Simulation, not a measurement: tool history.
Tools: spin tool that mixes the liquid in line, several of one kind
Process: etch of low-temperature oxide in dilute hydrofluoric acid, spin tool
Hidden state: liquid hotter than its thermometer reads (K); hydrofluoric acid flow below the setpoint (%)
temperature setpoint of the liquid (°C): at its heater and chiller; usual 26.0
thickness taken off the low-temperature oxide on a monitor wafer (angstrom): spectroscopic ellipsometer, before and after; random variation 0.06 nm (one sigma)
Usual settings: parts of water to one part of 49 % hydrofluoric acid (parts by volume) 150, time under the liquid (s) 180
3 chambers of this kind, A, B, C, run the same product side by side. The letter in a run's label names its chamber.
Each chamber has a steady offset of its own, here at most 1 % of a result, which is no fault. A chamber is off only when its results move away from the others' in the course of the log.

| run | hour | temperature setpoint of the liquid (°C) | parts of water to one part of 49 % hydrofluoric acid (parts by volume) | time under the liquid (s) | hours since the thermometer was replaced | hours since the hydrofluoric acid flow meter was replaced | read-back film thickness of the low-temperature oxide reference wafer, read on the same gauge (nm) | thickness taken off the low-temperature oxide on a monitor wafer (angstrom) |
|---|---|---|---|---|---|---|---|---|
| 1B | 8.3 | 26.0 | 150 | 180 | 486.9 | 941.4 | 120.01 | 140.370 |
| 2C | 15.0 | 26.0 | 150 | 180 | 602.7 | 334.3 | 119.96 | 143.310 |
| 3A | 23.9 | 26.0 | 150 | 180 | 1101.7 | 339.1 | 120.04 | 142.310 |
| 4C | 31.6 | 26.0 | 150 | 180 | 619.3 | 350.9 | 120.01 | 141.840 |
| 5A | 37.9 | 26.0 | 150 | 180 | 1115.7 | 353.1 | 120.00 | 141.700 |
| 6B | 47.2 | 27.5 | 150 | 100 | 525.8 | 980.3 | 119.98 | 82.619 |
| 7B | 52.9 | 27.5 | 150 | 100 | 531.5 | 986.0 | 120.00 | 83.369 |
| 8C | 61.0 | 27.5 | 150 | 100 | 648.7 | 380.3 | 119.97 | 83.372 |
| 9A | 69.2 | 26.0 | 150 | 180 | 1147.0 | 384.4 | 120.03 | 142.320 |
| 10B | 75.1 | 26.0 | 150 | 180 | 553.7 | 1008.2 | 120.00 | 140.880 |
| 11A | 82.3 | 26.0 | 150 | 180 | 1160.1 | 397.5 | 119.97 | 142.100 |
| 12C | 87.9 | 21.5 | 95 | 180 | 675.6 | 407.2 | 120.04 | 198.170 |
| 13C | 95.6 | 21.5 | 95 | 180 | 683.3 | 414.9 | 119.99 | 197.550 |
| 14A | 105.1 | 21.5 | 95 | 180 | 1182.9 | 420.3 | 120.04 | 200.220 |
| 15B | 110.8 | 26.0 | 150 | 180 | 589.4 | 1043.9 | 119.99 | 141.090 |
| 16A | 120.2 | 26.0 | 150 | 180 | 1198.0 | 435.4 | 119.98 | 142.030 |
| 17B | 126.9 | 26.0 | 150 | 180 | 605.5 | 1060.0 | 120.00 | 140.410 |
| 18C | 136.5 | 26.0 | 150 | 180 | 724.2 | 455.8 | 119.98 | 138.290 |
| 19B | 141.0 | 26.0 | 150 | 180 | 619.6 | 1074.1 | 120.02 | 140.890 |
| 20C | 146.9 | 26.0 | 150 | 180 | 734.6 | 466.2 | 120.03 | 137.120 |
| 21A | 155.7 | 26.0 | 150 | 180 | 1233.5 | 470.9 | 119.99 | 142.430 |
| 22A | 161.6 | 26.0 | 150 | 180 | 1239.4 | 476.8 | 120.01 | 141.680 |
|  | 162.8 | chamber C: thermometer replaced |
| 23B | 168.3 | 23.0 | 150 | 85 | 646.9 | 1101.4 | 120.03 | 59.750 |
| 24C | 177.0 | 23.0 | 150 | 85 | 14.2 | 496.3 | 120.01 | 57.658 |
| 25B | 182.6 | 23.0 | 150 | 85 | 661.2 | 1115.7 | 119.98 | 59.080 |
| 26C | 190.9 | 26.0 | 150 | 180 | 28.1 | 510.2 | 120.01 | 135.470 |

What goes on in this fleet: one chamber off, a drifting gauge, or nothing beyond the chambers' own small offsets? Name the chamber and the cause, if any.

Chamber C drifts away from the others.
Cause: hydrofluoric acid flow below the setpoint (%) = 3.62.

Here are 4 candidates for chamber C's next run, each the usual settings with a change, their results left as question marks. Which one brings its results back in line with what the others give on the usual settings?
In line means no further than this from the other chambers' mean on the usual settings: thickness taken off the low-temperature oxide on a monitor wafer (angstrom) 2.100
| 27C-1 | 197.8 | 26.0 | 145 | 185 |  |  |  | ? |
| 27C-2 | 197.8 | 26.0 | 145 | 180 |  |  |  | ? |
| 27C-3 | 197.8 | 26.0 | 155 | 175 |  |  |  | ? |
| 27C-4 | 197.8 | 26.0 | 155 | 180 |  |  |  | ? |

The other chambers' mean on the usual settings: thickness taken off the low-temperature oxide on a monitor wafer (angstrom) 141.650
| run | thickness taken off the low-temperature oxide on a monitor wafer (angstrom) |
|---|---|
| 27C-1 | 145.450 |
| 27C-2 | 141.520 |
| 27C-3 | 127.170 |
| 27C-4 | 130.810 |
27C-2 brings the chamber back in line.
